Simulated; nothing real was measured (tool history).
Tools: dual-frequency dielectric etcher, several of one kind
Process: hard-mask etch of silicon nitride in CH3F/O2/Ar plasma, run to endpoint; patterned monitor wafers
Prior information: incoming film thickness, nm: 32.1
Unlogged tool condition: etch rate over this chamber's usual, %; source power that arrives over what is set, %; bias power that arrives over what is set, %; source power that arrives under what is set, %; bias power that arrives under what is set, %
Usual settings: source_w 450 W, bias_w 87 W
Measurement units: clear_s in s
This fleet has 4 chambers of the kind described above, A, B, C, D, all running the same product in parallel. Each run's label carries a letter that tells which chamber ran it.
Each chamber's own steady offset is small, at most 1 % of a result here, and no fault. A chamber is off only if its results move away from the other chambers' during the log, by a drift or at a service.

run,hour,source_w,bias_w,hours since the last wet clean,hours since the last source power generator calibration,hours since the last bias power generator calibration,clear_s
1C,7.7,450,87,126.5,772.7,2424,41.811
2D,22.4,450,87,182.6,1483.6,2776.8,42.026
3A,33.4,450,87,304.8,1663.6,3154.4,41.446
4B,47.8,450,87,209.6,980.8,286.5,41.517
5D,60.6,450,87,220.8,1521.8,2815,41.954
6A,74.2,550,95,345.6,1704.4,3195.2,37.234
7B,87.5,550,95,249.3,1020.5,326.2,37.456
8C,100.4,550,95,219.2,865.4,2516.7,37.573
9B,113.5,550,95,275.3,1046.5,352.2,37.696
10A,123.9,450,87,395.3,1754.1,3244.9,41.445
11C,138.2,450,87,257,903.2,2554.5,41.895
12D,150.6,450,87,310.8,1611.8,2905,42.143
13C,159.6,560,66,278.4,924.6,2575.9,42.315
14B,171.7,560,66,333.5,1104.7,410.4,42.212
# hour 173.4: chamber D: wet clean of the chamber
15D,179.2,560,66,5.9,1640.4,2933.6,42.621
16A,189.3,560,66,460.7,1819.5,3310.3,41.667
17D,196.5,450,87,23.2,1657.7,2950.9,41.695
18B,205.2,450,87,367,1138.2,443.9,41.34
19C,211.7,450,87,330.5,976.7,2628,41.653
20A,223,450,87,494.4,1853.2,3344,41.244
21A,232.9,450,87,504.3,1863.1,3353.9,41.504
# hour 235.9: chamber B: wet clean of the chamber
22C,240,450,87,358.8,1005,2656.3,41.599
23B,250.3,450,87,14.5,1183.3,489,39.972
24D,257.1,530,87,83.8,1718.3,3011.5,39.148
25B,271,530,87,35.2,1204,509.7,37.579
26C,283.1,530,87,401.9,1048.1,2699.4,39.048
27D,293.8,530,87,120.5,1755,3048.2,39.211
28A,301.1,450,87,572.5,1931.3,3422.1,41.442
29A,310.6,450,87,582,1940.8,3431.6,41.073
# hour 317: chamber A: wet clean of the chamber
30C,325.6,450,87,444.4,1090.6,2741.9,41.448
31B,339.6,450,87,103.8,1272.6,578.3,39.754
32D,352.2,450,87,178.9,1813.4,3106.6,41.942
33A,362.3,450,87,45.3,1992.5,3483.3,41.354
34B,374.2,450,87,138.4,1307.2,612.9,40.095

Read the log: is a single chamber off, either drifting away or since a service, is the gauge that measures every chamber drifting, or is nothing wrong beyond small per-chamber offsets? Name any odd chamber and what most likely caused it.

After it was serviced, chamber B no longer matches the other chambers.
Likeliest cause: etch rate over this chamber's usual, % = 4.47.

Which of the 4 candidates below, each the usual settings with something changed and its results left as question marks, puts chamber B back in line with what the other chambers give on the usual settings?
Allowed miss from the other chambers' usual-settings mean, per result, to count as in line: clear_s 0.58 s
35B-1,384.9,450,108,,,,?
35B-2,384.9,420,82,,,,?
35B-3,384.9,400,78,,,,?
35B-4,384.9,480,92,,,,?

The other chambers' mean on the usual settings: clear_s 41.679 s
run,clear_s
35B-1,36.897
35B-2,41.821
35B-3,43.36
35B-4,38.165
The right change is 35B-2: it brings the chamber back within the allowed miss of the others.

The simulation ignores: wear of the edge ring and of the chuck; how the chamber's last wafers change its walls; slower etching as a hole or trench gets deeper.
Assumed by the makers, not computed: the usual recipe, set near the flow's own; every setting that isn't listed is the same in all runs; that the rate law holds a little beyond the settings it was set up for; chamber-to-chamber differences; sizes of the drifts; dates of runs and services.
